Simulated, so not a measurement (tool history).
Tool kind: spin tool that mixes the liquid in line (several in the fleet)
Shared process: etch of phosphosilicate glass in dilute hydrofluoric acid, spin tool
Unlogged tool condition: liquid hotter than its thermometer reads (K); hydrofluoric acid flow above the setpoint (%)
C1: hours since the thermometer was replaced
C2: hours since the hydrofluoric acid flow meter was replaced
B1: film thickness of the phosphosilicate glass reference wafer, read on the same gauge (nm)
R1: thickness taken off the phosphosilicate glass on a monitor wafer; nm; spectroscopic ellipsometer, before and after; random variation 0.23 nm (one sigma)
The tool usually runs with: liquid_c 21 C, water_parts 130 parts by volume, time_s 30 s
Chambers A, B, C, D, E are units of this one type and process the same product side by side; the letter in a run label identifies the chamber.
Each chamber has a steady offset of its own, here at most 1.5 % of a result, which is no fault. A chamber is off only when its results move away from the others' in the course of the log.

{"run": "1D", "day": 0.292, "liquid_c": 21, "water_parts": 130, "time_s": 30, "C1": 1283.3, "C2": 1181.5, "B1": 150, "R1": 26.241}
{"run": "2B", "day": 0.583, "liquid_c": 21, "water_parts": 130, "time_s": 30, "C1": 129.4, "C2": 828.4, "B1": 149.99, "R1": 25.84}
{"run": "3E", "day": 1.183, "liquid_c": 21, "water_parts": 130, "time_s": 30, "C1": 1919.8, "C2": 1412.1, "B1": 150.02, "R1": 25.456}
{"run": "4C", "day": 1.575, "liquid_c": 21, "water_parts": 130, "time_s": 30, "C1": 141, "C2": 1384.6, "B1": 149.99, "R1": 25.887}
{"run": "5A", "day": 2.042, "liquid_c": 21, "water_parts": 130, "time_s": 30, "C1": 126.8, "C2": 159.6, "B1": 149.97, "R1": 25.337}
{"run": "6A", "day": 2.475, "liquid_c": 21, "water_parts": 130, "time_s": 30, "C1": 137.2, "C2": 170, "B1": 149.95, "R1": 25.933}
{"run": "7B", "day": 3.046, "liquid_c": 19, "water_parts": 165, "time_s": 30, "C1": 188.5, "C2": 887.5, "B1": 150.02, "R1": 18.178}
{"run": "8E", "day": 3.475, "liquid_c": 19, "water_parts": 165, "time_s": 30, "C1": 1974.8, "C2": 1467.1, "B1": 149.97, "R1": 17.79}
{"run": "9C", "day": 4.021, "liquid_c": 19, "water_parts": 165, "time_s": 30, "C1": 199.7, "C2": 1443.3, "B1": 150.08, "R1": 18.328}
{"run": "10D", "day": 4.475, "liquid_c": 19, "water_parts": 165, "time_s": 30, "C1": 1383.7, "C2": 1281.9, "B1": 150.01, "R1": 17.903}
{"run": "11A", "day": 5.0, "liquid_c": 19, "water_parts": 165, "time_s": 30, "C1": 197.8, "C2": 230.6, "B1": 150.05, "R1": 17.823}
{"run": "12E", "day": 5.329, "liquid_c": 21, "water_parts": 130, "time_s": 30, "C1": 2019.3, "C2": 1511.6, "B1": 149.98, "R1": 25.791}
{"day": 5.358, "done": "chamber B: hydrofluoric acid flow meter replaced"}
{"run": "13D", "day": 5.633, "liquid_c": 21, "water_parts": 130, "time_s": 30, "C1": 1411.5, "C2": 1309.7, "B1": 150.02, "R1": 25.926}
{"run": "14B", "day": 6.262, "liquid_c": 21, "water_parts": 130, "time_s": 30, "C1": 265.7, "C2": 21.8, "B1": 149.97, "R1": 25.55}
{"run": "15C", "day": 6.796, "liquid_c": 21, "water_parts": 130, "time_s": 30, "C1": 266.3, "C2": 1509.9, "B1": 150.04, "R1": 26.742}
{"run": "16E", "day": 7.138, "liquid_c": 21, "water_parts": 130, "time_s": 30, "C1": 2062.7, "C2": 1555, "B1": 150.05, "R1": 25.344}
{"run": "17C", "day": 7.646, "liquid_c": 21, "water_parts": 130, "time_s": 30, "C1": 286.7, "C2": 1530.3, "B1": 150.01, "R1": 26.192}
{"run": "18A", "day": 8.262, "liquid_c": 21, "water_parts": 130, "time_s": 30, "C1": 276.1, "C2": 308.9, "B1": 149.96, "R1": 25.509}
{"run": "19D", "day": 8.608, "liquid_c": 21, "water_parts": 130, "time_s": 30, "C1": 1482.9, "C2": 1381.1, "B1": 150, "R1": 25.679}
{"run": "20B", "day": 9.233, "liquid_c": 21, "water_parts": 130, "time_s": 30, "C1": 337, "C2": 93.1, "B1": 150.05, "R1": 25.546}
{"run": "21B", "day": 9.633, "liquid_c": 21, "water_parts": 130, "time_s": 30, "C1": 346.6, "C2": 102.7, "B1": 150, "R1": 25.648}
{"run": "22A", "day": 10.196, "liquid_c": 21, "water_parts": 130, "time_s": 30, "C1": 322.5, "C2": 355.3, "B1": 149.98, "R1": 25.886}
{"run": "23D", "day": 10.583, "liquid_c": 21, "water_parts": 130, "time_s": 30, "C1": 1530.3, "C2": 1428.5, "B1": 149.96, "R1": 26.053}
{"run": "24C", "day": 10.858, "liquid_c": 21, "water_parts": 130, "time_s": 30, "C1": 363.8, "C2": 1607.4, "B1": 149.97, "R1": 27.078}
{"run": "25E", "day": 11.492, "liquid_c": 17.5, "water_parts": 130, "time_s": 45, "C1": 2167.2, "C2": 1659.5, "B1": 150.06, "R1": 32.947}
{"run": "26A", "day": 11.883, "liquid_c": 17.5, "water_parts": 130, "time_s": 45, "C1": 363, "C2": 395.8, "B1": 150.04, "R1": 33.106}
{"run": "27D", "day": 12.175, "liquid_c": 17.5, "water_parts": 130, "time_s": 45, "C1": 1568.5, "C2": 1466.7, "B1": 149.98, "R1": 32.799}
{"run": "28C", "day": 12.529, "liquid_c": 17.5, "water_parts": 130, "time_s": 45, "C1": 403.9, "C2": 1647.5, "B1": 149.95, "R1": 35.479}
{"run": "29E", "day": 13.121, "liquid_c": 17.5, "water_parts": 130, "time_s": 45, "C1": 2206.3, "C2": 1698.6, "B1": 149.98, "R1": 32.995}
{"run": "30B", "day": 13.592, "liquid_c": 21, "water_parts": 130, "time_s": 30, "C1": 441.6, "C2": 197.7, "B1": 150, "R1": 25.343}
{"run": "31C", "day": 13.988, "liquid_c": 21, "water_parts": 130, "time_s": 30, "C1": 438.9, "C2": 1682.5, "B1": 149.97, "R1": 27.336}
{"run": "32B", "day": 14.292, "liquid_c": 21, "water_parts": 130, "time_s": 30, "C1": 458.4, "C2": 214.5, "B1": 150.04, "R1": 25.941}
{"run": "33D", "day": 14.8, "liquid_c": 21, "water_parts": 130, "time_s": 15, "C1": 1631.5, "C2": 1529.7, "B1": 150.01, "R1": 12.963}
{"run": "34E", "day": 15.379, "liquid_c": 21, "water_parts": 130, "time_s": 15, "C1": 2260.5, "C2": 1752.8, "B1": 150.02, "R1": 12.77}
{"run": "35A", "day": 15.908, "liquid_c": 21, "water_parts": 130, "time_s": 15, "C1": 459.6, "C2": 492.4, "B1": 150.02, "R1": 12.555}
{"run": "36A", "day": 16.458, "liquid_c": 21, "water_parts": 130, "time_s": 15, "C1": 472.8, "C2": 505.6, "B1": 149.95, "R1": 13.015}
{"run": "37E", "day": 16.796, "liquid_c": 21, "water_parts": 130, "time_s": 15, "C1": 2294.5, "C2": 1786.8, "B1": 150.03, "R1": 12.616}
{"run": "38D", "day": 17.075, "liquid_c": 21, "water_parts": 130, "time_s": 30, "C1": 1686.1, "C2": 1584.3, "B1": 150.04, "R1": 25.802}
{"run": "39C", "day": 17.383, "liquid_c": 21, "water_parts": 130, "time_s": 30, "C1": 520.4, "C2": 1764, "B1": 150, "R1": 28.095}
{"run": "40B", "day": 17.692, "liquid_c": 18.5, "water_parts": 80, "time_s": 30, "C1": 540, "C2": 296.1, "B1": 150.07, "R1": 39.023}

Read the log: is a single chamber off, either drifting away or since a service, is the gauge that measures every chamber drifting, or is nothing wrong beyond small per-chamber offsets? Name any odd chamber and what most likely caused it.

It is chamber C that slowly wanders off from its peers.
What lies behind it: hydrofluoric acid flow above the setpoint (%) = 7.55.
The log may not tell that from: liquid hotter than its thermometer reads (K).

Below are 4 candidate recipes for chamber C's next run, each the usual settings with a change, their results shown as question marks. Which of them brings C's results back in line with what the other chambers give on the usual settings?
Counts as in line when no further than this from what the other chambers average on the usual settings: R1 0.82 nm
{"run": "41C-1", "day": 18.146, "liquid_c": 21, "water_parts": 150, "time_s": 30, "R1": "?"}
{"run": "41C-2", "day": 18.146, "liquid_c": 18.5, "water_parts": 130, "time_s": 30, "R1": "?"}
{"run": "41C-3", "day": 18.146, "liquid_c": 21.5, "water_parts": 130, "time_s": 35, "R1": "?"}
{"run": "41C-4", "day": 18.146, "liquid_c": 21, "water_parts": 120, "time_s": 30, "R1": "?"}

The mean the other chambers reach with the usual settings: R1 25.671 nm
run=41C-1 R1=23.891
run=41C-2 R1=25.486
run=41C-3 R1=33.51
run=41C-4 R1=30.852
41C-2 puts the chamber back in line with the other chambers.

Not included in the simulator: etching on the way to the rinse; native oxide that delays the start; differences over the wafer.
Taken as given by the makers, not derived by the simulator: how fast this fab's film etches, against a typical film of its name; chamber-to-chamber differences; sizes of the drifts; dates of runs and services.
